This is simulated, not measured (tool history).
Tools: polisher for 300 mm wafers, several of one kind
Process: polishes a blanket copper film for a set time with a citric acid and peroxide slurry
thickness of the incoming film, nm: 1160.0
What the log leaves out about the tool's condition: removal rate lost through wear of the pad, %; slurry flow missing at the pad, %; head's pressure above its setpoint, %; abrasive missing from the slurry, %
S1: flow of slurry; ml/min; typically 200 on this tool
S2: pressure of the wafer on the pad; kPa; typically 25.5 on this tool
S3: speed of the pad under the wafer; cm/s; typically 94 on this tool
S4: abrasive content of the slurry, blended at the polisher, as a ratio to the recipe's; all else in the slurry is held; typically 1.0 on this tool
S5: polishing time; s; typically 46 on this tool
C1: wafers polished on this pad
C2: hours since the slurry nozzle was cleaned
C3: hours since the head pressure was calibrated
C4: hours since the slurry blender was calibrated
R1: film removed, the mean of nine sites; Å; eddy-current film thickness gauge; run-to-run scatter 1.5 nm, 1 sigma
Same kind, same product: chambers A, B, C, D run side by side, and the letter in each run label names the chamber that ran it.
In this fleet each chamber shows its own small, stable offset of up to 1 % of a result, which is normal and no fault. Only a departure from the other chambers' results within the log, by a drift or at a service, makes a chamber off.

| run | hour | S1 | S2 | S3 | S4 | S5 | C1 | C2 | C3 | C4 | R1 |
|---|---|---|---|---|---|---|---|---|---|---|---|
| 1D | 3.8 | 200 | 25.5 | 94 | 1.0 | 46 | 1212 | 380.5 | 339.0 | 91.6 | 1219.80 |
| 2B | 10.0 | 200 | 25.5 | 94 | 1.0 | 46 | 285 | 162.1 | 670.4 | 357.1 | 1174.20 |
|  | 16.3 | chamber D: worn pad replaced by a new one |
|  | 16.7 | chamber B: slurry blender recalibrated |
| 3A | 17.4 | 200 | 25.5 | 94 | 1.0 | 46 | 375 | 204.6 | 814.9 | 158.5 | 1207.50 |
|  | 22.3 | chamber C: worn pad replaced by a new one |
| 4C | 22.8 | 200 | 25.5 | 94 | 1.0 | 46 | 5 | 462.4 | 392.8 | 55.0 | 1216.70 |
|  | 27.7 | chamber D: slurry blender recalibrated |
| 5A | 29.4 | 200 | 25.5 | 94 | 1.0 | 46 | 500 | 216.6 | 826.9 | 170.5 | 1203.10 |
|  | 30.7 | chamber A: slurry nozzle cleaned |
| 6C | 35.5 | 200 | 25.5 | 94 | 1.0 | 46 | 137 | 475.1 | 405.5 | 67.7 | 1176.60 |
| 7B | 39.2 | 200 | 25.5 | 94 | 1.0 | 46 | 589 | 191.3 | 699.6 | 22.6 | 1187.60 |
| 8D | 44.8 | 200 | 25.5 | 94 | 1.0 | 46 | 296 | 421.5 | 380.0 | 17.2 | 1199.50 |
| 9B | 51.5 | 200 | 25.5 | 94 | 1.0 | 46 | 716 | 203.6 | 711.9 | 34.9 | 1208.70 |
| 10D | 55.6 | 200 | 25.5 | 94 | 1.0 | 46 | 409 | 432.3 | 390.8 | 28.0 | 1199.10 |
| 11A | 61.4 | 200 | 25.5 | 94 | 1.0 | 46 | 832 | 30.8 | 858.9 | 202.5 | 1186.60 |
| 12C | 66.5 | 200 | 25.5 | 94 | 1.0 | 46 | 459 | 506.1 | 436.5 | 98.7 | 1194.70 |
|  | 67.0 | chamber A: slurry blender recalibrated |
| 13A | 73.3 | 200 | 25.5 | 94 | 1.0 | 38 | 956 | 42.7 | 870.8 | 6.4 | 975.17 |
| 14D | 78.3 | 200 | 25.5 | 94 | 1.0 | 38 | 645 | 455.0 | 413.5 | 50.7 | 987.79 |
| 15C | 81.9 | 200 | 25.5 | 94 | 1.0 | 38 | 619 | 521.5 | 451.9 | 114.1 | 959.28 |
|  | 87.6 | chamber A: worn pad replaced by a new one |
| 16B | 88.2 | 200 | 25.5 | 94 | 1.0 | 38 | 1098 | 240.3 | 748.6 | 71.6 | 970.39 |
| 17D | 96.1 | 200 | 25.5 | 94 | 1.0 | 46 | 829 | 472.8 | 431.3 | 68.5 | 1211.30 |
| 18A | 101.4 | 200 | 20.0 | 94 | 0.8 | 46 | 144 | 70.8 | 898.9 | 34.5 | 883.51 |
| 19B | 107.8 | 200 | 20.0 | 94 | 0.8 | 46 | 1301 | 259.9 | 768.2 | 91.2 | 893.01 |
| 20C | 115.0 | 200 | 20.0 | 94 | 0.8 | 46 | 963 | 554.6 | 485.0 | 147.2 | 895.28 |
|  | 117.2 | chamber B: worn pad replaced by a new one |
|  | 119.4 | chamber C: worn pad replaced by a new one |
| 21B | 120.5 | 200 | 20.0 | 94 | 0.8 | 46 | 34 | 272.6 | 780.9 | 103.9 | 878.28 |
| 22A | 126.1 | 200 | 25.5 | 94 | 1.0 | 46 | 401 | 95.5 | 923.6 | 59.2 | 1202.70 |
|  | 129.4 | chamber D: slurry blender recalibrated |
| 23D | 133.6 | 200 | 25.5 | 94 | 1.0 | 46 | 1219 | 510.3 | 468.8 | 4.2 | 1204.20 |
| 24C | 137.2 | 200 | 25.5 | 94 | 1.0 | 46 | 185 | 576.8 | 507.2 | 169.4 | 1185.30 |
|  | 140.5 | chamber C: slurry blender recalibrated |
| 25A | 142.7 | 200 | 25.5 | 94 | 1.0 | 46 | 573 | 112.1 | 940.2 | 75.8 | 1189.30 |
| 26D | 148.0 | 200 | 25.5 | 94 | 1.0 | 46 | 1369 | 524.7 | 483.2 | 18.6 | 1177.10 |
|  | 152.0 | chamber D: worn pad replaced by a new one |
| 27C | 156.0 | 200 | 25.5 | 94 | 1.0 | 46 | 380 | 595.6 | 526.0 | 15.6 | 1187.90 |
| 28B | 162.5 | 200 | 25.5 | 94 | 1.0 | 46 | 470 | 314.6 | 822.9 | 145.9 | 1163.80 |
| 29A | 166.0 | 200 | 25.5 | 94 | 1.0 | 46 | 815 | 135.4 | 963.5 | 99.1 | 1216.10 |
| 30D | 169.7 | 200 | 25.5 | 94 | 1.0 | 46 | 184 | 546.4 | 504.9 | 40.3 | 1207.90 |
| 31B | 174.3 | 200 | 25.5 | 94 | 1.0 | 46 | 593 | 326.4 | 834.7 | 157.7 | 1164.70 |
| 32C | 180.5 | 200 | 25.5 | 94 | 1.0 | 46 | 635 | 620.1 | 550.5 | 40.1 | 1191.50 |
| 33D | 184.7 | 200 | 25.5 | 94 | 1.0 | 46 | 340 | 561.4 | 519.9 | 55.3 | 1216.90 |

All chambers now run identical settings, listed one chamber a line with results as question marks. What results will each chamber show?
| 34A | 190.5 | 180 | 25.5 | 94 | 1.0 | 46 |  |  |  |  | ? |
| 34B | 190.5 | 180 | 25.5 | 94 | 1.0 | 46 |  |  |  |  | ? |
| 34C | 190.5 | 180 | 25.5 | 94 | 1.0 | 46 |  |  |  |  | ? |
| 34D | 190.5 | 180 | 25.5 | 94 | 1.0 | 46 |  |  |  |  | ? |

| run | R1 |
|---|---|
| 34A | 1171.10 |
| 34B | 1172.30 |
| 34C | 1153.40 |
| 34D | 1189.00 |
